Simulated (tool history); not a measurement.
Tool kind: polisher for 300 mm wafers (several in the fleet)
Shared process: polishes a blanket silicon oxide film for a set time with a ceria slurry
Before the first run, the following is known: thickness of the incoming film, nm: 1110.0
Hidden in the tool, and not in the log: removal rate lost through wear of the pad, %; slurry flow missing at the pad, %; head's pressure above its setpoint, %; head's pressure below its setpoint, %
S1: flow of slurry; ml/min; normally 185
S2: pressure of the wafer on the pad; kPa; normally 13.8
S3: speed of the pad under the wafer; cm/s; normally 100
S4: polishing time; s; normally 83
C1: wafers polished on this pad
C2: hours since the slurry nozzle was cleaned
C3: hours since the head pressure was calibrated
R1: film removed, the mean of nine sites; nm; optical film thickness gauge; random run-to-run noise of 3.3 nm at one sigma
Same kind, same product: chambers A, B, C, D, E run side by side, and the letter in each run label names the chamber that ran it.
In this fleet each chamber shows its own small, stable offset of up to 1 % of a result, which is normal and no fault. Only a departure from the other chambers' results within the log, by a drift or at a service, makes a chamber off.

Run 1A, hour 4: usual settings; C1 52; C2 407.4; C3 194.7. Result: R1 277.07 nm.
Run 2D, hour 8.7: usual settings; C1 808; C2 517; C3 338.3. Result: R1 283.65 nm.
Run 3E, hour 13.1: usual settings; C1 225; C2 315.2; C3 226.8. Result: R1 279.44 nm.
Run 4B, hour 16.4: usual settings; C1 584; C2 253.7; C3 1283.1. Result: R1 286.47 nm.
Run 5C, hour 19.5: usual settings; C1 760; C2 430.2; C3 116.4. Result: R1 282.86 nm.
At hour 25: chamber A: slurry nozzle cleaned.
Run 6A, hour 25.4: usual settings; C1 229; C2 0.4; C3 216.1. Result: R1 285.24 nm.
Run 7D, hour 28.3: usual settings; C1 970; C2 536.6; C3 357.9. Result: R1 275.77 nm.
Run 8B, hour 32.8: usual settings; C1 719; C2 270.1; C3 1299.5. Result: R1 286.55 nm.
At hour 37.2: chamber D: worn pad replaced by a new one.
Run 9C, hour 37.5: usual settings; C1 909; C2 448.2; C3 134.4. Result: R1 281.13 nm.
At hour 41.9: chamber E: slurry nozzle cleaned.
Run 10E, hour 42.6: usual settings but S4 97 s; C1 469; C2 0.7; C3 256.3. Result: R1 321.81 nm.
Run 11D, hour 46.4: usual settings but S4 97 s; C1 76; C2 554.7; C3 376. Result: R1 328.35 nm.
Run 12B, hour 50.5: usual settings but S4 97 s; C1 866; C2 287.8; C3 1317.2. Result: R1 337.35 nm.
Run 13A, hour 56: usual settings but S4 97 s; C1 482; C2 31; C3 246.7. Result: R1 331.45 nm.
Run 14E, hour 60.6: usual settings but S4 97 s; C1 618; C2 18.7; C3 274.3. Result: R1 327.37 nm.
Run 15C, hour 64.4: usual settings; C1 1131; C2 475.1; C3 161.3. Result: R1 284.58 nm.
At hour 67: chamber B: worn pad replaced by a new one.
Run 16D, hour 68: usual settings but S2 11.7 kPa, S3 86 cm/s; C1 254; C2 576.3; C3 397.6. Result: R1 203.72 nm.
Run 17E, hour 71.6: usual settings but S2 11.7 kPa, S3 86 cm/s; C1 709; C2 29.7; C3 285.3. Result: R1 200.85 nm.
At hour 72.9: chamber C: slurry nozzle cleaned.
At hour 74.2: chamber A: worn pad replaced by a new one.
Run 18B, hour 76.1: usual settings but S2 11.7 kPa, S3 86 cm/s; C1 75; C2 313.4; C3 1342.8. Result: R1 208.57 nm.
Run 19A, hour 81: usual settings but S2 11.7 kPa, S3 86 cm/s; C1 56; C2 56; C3 271.7. Result: R1 206.4 nm.
At hour 83.5: chamber C: worn pad replaced by a new one.
Run 20C, hour 85.5: usual settings but S2 11.7 kPa, S3 86 cm/s; C1 16; C2 12.7; C3 182.4. Result: R1 205.11 nm.
Run 21D, hour 90.6: usual settings; C1 441; C2 598.9; C3 420.2. Result: R1 280.16 nm.
Run 22E, hour 94.6: usual settings; C1 899; C2 52.7; C3 308.3. Result: R1 266.31 nm.
Run 23C, hour 100.5: usual settings; C1 140; C2 27.7; C3 197.4. Result: R1 282 nm.
Run 24B, hour 106.2: usual settings; C1 324; C2 343.5; C3 1372.9. Result: R1 283.42 nm.
Run 25A, hour 108.9: usual settings; C1 287; C2 83.9; C3 299.6. Result: R1 276.93 nm.
Run 26A, hour 114.5: usual settings but S2 11 kPa, S3 80 cm/s; C1 333; C2 89.5; C3 305.2. Result: R1 182.06 nm.
Run 27B, hour 118.6: usual settings but S2 11 kPa, S3 80 cm/s; C1 427; C2 355.9; C3 1385.3. Result: R1 182.62 nm.
Run 28D, hour 121.5: usual settings but S2 11 kPa, S3 80 cm/s; C1 697; C2 629.8; C3 451.1. Result: R1 179.31 nm.
Run 29C, hour 125: usual settings but S2 11 kPa, S3 80 cm/s; C1 343; C2 52.2; C3 221.9. Result: R1 180.35 nm.
Run 30E, hour 130.4: usual settings but S2 11 kPa, S3 80 cm/s; C1 1195; C2 88.5; C3 344.1. Result: R1 160.97 nm.

One chamber off, gauge drift, or nothing amiss beyond the chambers' own small offsets? If it is a chamber, which one, and what is the likeliest cause?

One chamber, E, drifts off from the rest bit by bit.
What lies behind it: head's pressure below its setpoint, % = 12.6.
The log might look much the same if the cause were instead: removal rate lost through wear of the pad, %.

Here are 4 candidates for chamber E's next run, each the usual settings with a change, their results left as question marks. Which one brings its results back in line with what the others give on the usual settings?
A result is in line if it is within this distance of the other chambers' mean on the usual settings: R1 12 nm
Run 31E-1, hour 134.9: usual settings but S2 13.1 kPa, S3 92 cm/s, S4 77 s. Result: R1 ?.
Run 31E-2, hour 134.9: usual settings but S2 15.2 kPa, S3 112 cm/s. Result: R1 ?.
Run 31E-3, hour 134.9: usual settings but S2 14.5 kPa, S3 104 cm/s, S4 86 s. Result: R1 ?.
Run 31E-4, hour 134.9: usual settings but S1 180 ml/min, S4 72 s. Result: R1 ?.

What the other chambers average on the usual settings: R1 282.23 nm
  run      R1
31E-1  200.46
31E-2  304.94
31E-3  279.95
31E-4  213.71
It is 31E-3 that realigns the chamber with its peers.
